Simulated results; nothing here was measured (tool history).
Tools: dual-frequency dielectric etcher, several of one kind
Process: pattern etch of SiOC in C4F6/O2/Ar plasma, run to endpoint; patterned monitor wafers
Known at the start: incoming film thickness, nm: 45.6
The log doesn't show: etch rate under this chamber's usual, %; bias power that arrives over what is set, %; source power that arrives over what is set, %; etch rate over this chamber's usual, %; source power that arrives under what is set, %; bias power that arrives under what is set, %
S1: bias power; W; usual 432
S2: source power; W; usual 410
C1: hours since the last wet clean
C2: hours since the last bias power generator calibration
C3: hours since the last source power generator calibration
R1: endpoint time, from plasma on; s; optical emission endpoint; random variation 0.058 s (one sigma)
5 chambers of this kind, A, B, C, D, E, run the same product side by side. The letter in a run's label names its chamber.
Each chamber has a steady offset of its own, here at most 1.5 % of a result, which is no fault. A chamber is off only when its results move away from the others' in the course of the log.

| run | hour | S1 | S2 | C1 | C2 | C3 | R1 |
|---|---|---|---|---|---|---|---|
| 1A | 7.6 | 432 | 410 | 451.6 | 971.1 | 1004.4 | 16.118 |
| 2E | 15.8 | 432 | 410 | 194.7 | 49.7 | 2332.2 | 15.855 |
| 3B | 25.5 | 432 | 410 | 170.5 | 1576.3 | 3772.6 | 16.043 |
| 4C | 32.1 | 432 | 410 | 155.9 | 1457.0 | 1409.2 | 15.918 |
| 5D | 41.2 | 432 | 410 | 217.6 | 1518.7 | 48.7 | 15.973 |
| 6B | 51.7 | 490 | 410 | 196.7 | 1602.5 | 3798.8 | 15.359 |
| 7C | 58.2 | 490 | 410 | 182.0 | 1483.1 | 1435.3 | 15.213 |
| 8A | 66.9 | 490 | 410 | 510.9 | 1030.4 | 1063.7 | 15.408 |
| 9D | 78.1 | 490 | 410 | 254.5 | 1555.6 | 85.6 | 15.320 |
| 10E | 83.6 | 490 | 410 | 262.5 | 117.5 | 2400.0 | 15.177 |
| 11B | 94.3 | 432 | 410 | 239.3 | 1645.1 | 3841.4 | 16.123 |
| 12E | 102.4 | 432 | 410 | 281.3 | 136.3 | 2418.8 | 15.935 |
|  | 102.8 | chamber A: wet clean of the chamber |
| 13C | 112.6 | 432 | 410 | 236.4 | 1537.5 | 1489.7 | 15.907 |
| 14D | 121.8 | 432 | 410 | 298.2 | 1599.3 | 129.3 | 16.045 |
| 15A | 130.3 | 432 | 410 | 27.5 | 1093.8 | 1127.1 | 16.168 |
| 16A | 140.2 | 466 | 500 | 37.4 | 1103.7 | 1137.0 | 14.640 |
| 17C | 149.5 | 466 | 500 | 273.3 | 1574.4 | 1526.6 | 14.351 |
| 18B | 155.6 | 466 | 500 | 300.6 | 1706.4 | 3902.7 | 14.521 |
| 19E | 162.4 | 466 | 500 | 341.3 | 196.3 | 2478.8 | 14.321 |
| 20D | 170.9 | 466 | 500 | 347.3 | 1648.4 | 178.4 | 14.616 |
| 21E | 177.4 | 534 | 350 | 356.3 | 211.3 | 2493.8 | 15.552 |
| 22C | 183.1 | 534 | 350 | 306.9 | 1608.0 | 1560.2 | 15.638 |
| 23B | 189.3 | 534 | 350 | 334.3 | 1740.1 | 3936.4 | 15.832 |
| 24A | 197.0 | 534 | 350 | 94.2 | 1160.5 | 1193.8 | 15.842 |
| 25D | 204.4 | 534 | 350 | 380.8 | 1681.9 | 211.9 | 15.886 |
| 26B | 212.7 | 432 | 410 | 357.7 | 1763.5 | 3959.8 | 16.159 |
|  | 212.9 | chamber E: wet clean of the chamber |
| 27A | 218.6 | 498 | 450 | 115.8 | 1182.1 | 1215.4 | 14.801 |
| 28C | 227.8 | 498 | 450 | 351.6 | 1652.7 | 1604.9 | 14.586 |
| 29E | 239.5 | 498 | 450 | 26.7 | 273.4 | 2555.9 | 15.354 |
| 30D | 249.8 | 498 | 450 | 426.2 | 1727.3 | 257.3 | 14.727 |
| 31A | 258.5 | 498 | 450 | 155.7 | 1222.0 | 1255.3 | 14.748 |
|  | 264.0 | chamber C: wet clean of the chamber |
| 32D | 269.9 | 432 | 410 | 446.3 | 1747.4 | 277.4 | 16.188 |
| 33C | 276.4 | 533 | 460 | 12.4 | 1701.3 | 1653.5 | 14.062 |
| 34B | 286.0 | 533 | 460 | 431.0 | 1836.8 | 4033.1 | 14.186 |
| 35E | 293.8 | 533 | 460 | 81.0 | 327.7 | 2610.2 | 14.745 |
| 36A | 301.0 | 533 | 460 | 198.2 | 1264.5 | 1297.8 | 14.312 |
| 37D | 307.5 | 533 | 460 | 483.9 | 1785.0 | 315.0 | 14.321 |
| 38C | 317.1 | 393 | 320 | 53.1 | 1742.0 | 1694.2 | 17.981 |
| 39B | 327.9 | 393 | 320 | 472.9 | 1878.7 | 4075.0 | 18.262 |
| 40E | 336.5 | 393 | 320 | 123.7 | 370.4 | 2652.9 | 18.920 |

Is one chamber off against the others, does the gauge drift, or is nothing wrong? If a chamber is off, say which, and what the likeliest cause is.

A service left chamber E off against the others.
Cause: etch rate under this chamber's usual, % = 4.97.

Here are 4 candidates for chamber E's next run, each the usual settings with a change, their results left as question marks. Which one brings its results back in line with what the others give on the usual settings?
In line means no further than this from the other chambers' mean on the usual settings: R1 0.200 s
| 41E-1 | 345.0 | 441 | 420 |  |  |  | ? |
| 41E-2 | 345.0 | 432 | 460 |  |  |  | ? |
| 41E-3 | 345.0 | 407 | 390 |  |  |  | ? |
| 41E-4 | 345.0 | 423 | 400 |  |  |  | ? |

The other chambers' mean on the usual settings: R1 16.078 s
| run | R1 |
|---|---|
| 41E-1 | 16.478 |
| 41E-2 | 16.052 |
| 41E-3 | 17.442 |
| 41E-4 | 17.037 |
41E-2 brings the chamber back in line.
